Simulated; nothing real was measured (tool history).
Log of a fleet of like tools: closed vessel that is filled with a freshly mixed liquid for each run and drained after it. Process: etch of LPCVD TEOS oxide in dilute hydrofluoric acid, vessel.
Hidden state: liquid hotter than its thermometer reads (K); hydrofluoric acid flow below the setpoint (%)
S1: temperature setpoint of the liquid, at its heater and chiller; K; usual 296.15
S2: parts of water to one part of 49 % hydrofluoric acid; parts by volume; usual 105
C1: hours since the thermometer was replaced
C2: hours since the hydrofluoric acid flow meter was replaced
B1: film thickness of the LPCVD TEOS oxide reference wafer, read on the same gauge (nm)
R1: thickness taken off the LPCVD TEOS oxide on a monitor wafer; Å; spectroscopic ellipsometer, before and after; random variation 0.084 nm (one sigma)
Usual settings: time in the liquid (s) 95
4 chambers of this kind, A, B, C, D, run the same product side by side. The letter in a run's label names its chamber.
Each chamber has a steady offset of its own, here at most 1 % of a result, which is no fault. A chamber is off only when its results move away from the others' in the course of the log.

Run 1D, day 0.288: usual settings; C1 1671.7; C2 2043.8; B1 29.980. Result: R1 144.380 Å.
Run 2C, day 0.529: usual settings; C1 757.2; C2 1734.4; B1 30.000. Result: R1 147.740 Å.
Run 3A, day 0.833: usual settings; C1 152.9; C2 2616.0; B1 30.040. Result: R1 147.750 Å.
Run 4B, day 1.179: usual settings; C1 1502.5; C2 363.2; B1 30.007. Result: R1 144.040 Å.
Run 5D, day 1.396: usual settings; C1 1698.3; C2 2070.4; B1 29.981. Result: R1 144.990 Å.
Run 6A, day 1.750: usual settings; C1 174.9; C2 2638.0; B1 30.017. Result: R1 145.270 Å.
Run 7C, day 2.100: usual settings; C1 794.9; C2 1772.1; B1 29.991. Result: R1 146.290 Å.
At day 2.412: chamber D: hydrofluoric acid flow meter replaced.
Run 8B, day 2.508: usual settings; C1 1534.4; C2 395.1; B1 29.997. Result: R1 144.650 Å.
Run 9D, day 2.888: usual settings but S1 299.65 K; C1 1734.1; C2 11.5; B1 29.993. Result: R1 169.770 Å.
At day 3.017: chamber A: hydrofluoric acid flow meter replaced.
Run 10A, day 3.246: usual settings but S1 299.65 K; C1 210.8; C2 5.5; B1 29.989. Result: R1 168.390 Å.
Run 11B, day 3.533: usual settings but S1 299.65 K; C1 1559.0; C2 419.7; B1 30.012. Result: R1 166.440 Å.
Run 12C, day 3.783: usual settings but S1 299.65 K; C1 835.3; C2 1812.5; B1 30.017. Result: R1 166.400 Å.
At day 3.804: chamber B: thermometer replaced.
Run 13D, day 4.133: usual settings; C1 1764.0; C2 41.4; B1 29.999. Result: R1 150.840 Å.
Run 14C, day 4.558: usual settings; C1 853.9; C2 1831.1; B1 29.970. Result: R1 145.490 Å.
Run 15B, day 4.992: usual settings; C1 28.6; C2 454.7; B1 30.015. Result: R1 145.360 Å.
Run 16A, day 5.312: usual settings; C1 260.4; C2 55.1; B1 29.974. Result: R1 147.660 Å.
Run 17A, day 5.571: usual settings; C1 266.6; C2 61.3; B1 29.977. Result: R1 146.920 Å.
Run 18B, day 5.762: usual settings; C1 47.1; C2 473.2; B1 29.999. Result: R1 144.460 Å.
Run 19C, day 6.142: usual settings; C1 891.9; C2 1869.1; B1 30.004. Result: R1 145.970 Å.
Run 20D, day 6.512: usual settings; C1 1821.1; C2 98.5; B1 30.001. Result: R1 153.330 Å.
Run 21B, day 6.717: usual settings; C1 70.0; C2 496.1; B1 30.020. Result: R1 146.070 Å.
Run 22A, day 7.108: usual settings; C1 303.5; C2 98.2; B1 30.022. Result: R1 146.280 Å.
Run 23C, day 7.458: usual settings but S2 145 parts by volume, time in the liquid (s) 65; C1 923.5; C2 1900.7; B1 29.997. Result: R1 69.272 Å.
Run 24D, day 7.871: usual settings but S2 145 parts by volume, time in the liquid (s) 65; C1 1853.7; C2 131.1; B1 30.012. Result: R1 73.761 Å.
Run 25D, day 8.229: usual settings but S2 145 parts by volume, time in the liquid (s) 65; C1 1862.3; C2 139.7; B1 30.003. Result: R1 73.298 Å.
Run 26A, day 8.479: usual settings but S2 145 parts by volume, time in the liquid (s) 65; C1 336.4; C2 131.1; B1 29.980. Result: R1 69.799 Å.
Run 27C, day 8.862: usual settings; C1 957.2; C2 1934.4; B1 29.990. Result: R1 146.690 Å.
Run 28B, day 9.117: usual settings; C1 127.6; C2 553.7; B1 30.024. Result: R1 144.260 Å.
Run 29A, day 9.383: usual settings; C1 358.1; C2 152.8; B1 30.016. Result: R1 146.130 Å.
Run 30D, day 9.712: usual settings; C1 1897.9; C2 175.3; B1 30.003. Result: R1 157.600 Å.
Run 31B, day 10.121: usual settings; C1 151.7; C2 577.8; B1 30.009. Result: R1 145.460 Å.

Is one chamber off against the others, does the gauge drift, or is nothing wrong? If a chamber is off, say which, and what the likeliest cause is.

Chamber D drifts away from the others.
Cause: liquid hotter than its thermometer reads (K) = 2.08.

Here are 4 candidates for chamber D's next run, each the usual settings with a change, their results left as question marks. Which one brings its results back in line with what the others give on the usual settings?
In line means no further than this from the other chambers' mean on the usual settings: R1 3.000 Å
Run 32D-1, day 10.433: usual settings but S1 294.15 K. Result: R1 ?.
Run 32D-2, day 10.433: usual settings but S1 298.15 K. Result: R1 ?.
Run 32D-3, day 10.433: usual settings but S2 110 parts by volume, time in the liquid (s) 85. Result: R1 ?.
Run 32D-4, day 10.433: usual settings but S1 296.65 K, S2 100 parts by volume, time in the liquid (s) 105. Result: R1 ?.

The other chambers' mean on the usual settings: R1 145.800 Å
  run       R1
32D-1  146.550
32D-2  171.750
32D-3  134.690
32D-4  189.200
32D-1 brings the chamber back in line.

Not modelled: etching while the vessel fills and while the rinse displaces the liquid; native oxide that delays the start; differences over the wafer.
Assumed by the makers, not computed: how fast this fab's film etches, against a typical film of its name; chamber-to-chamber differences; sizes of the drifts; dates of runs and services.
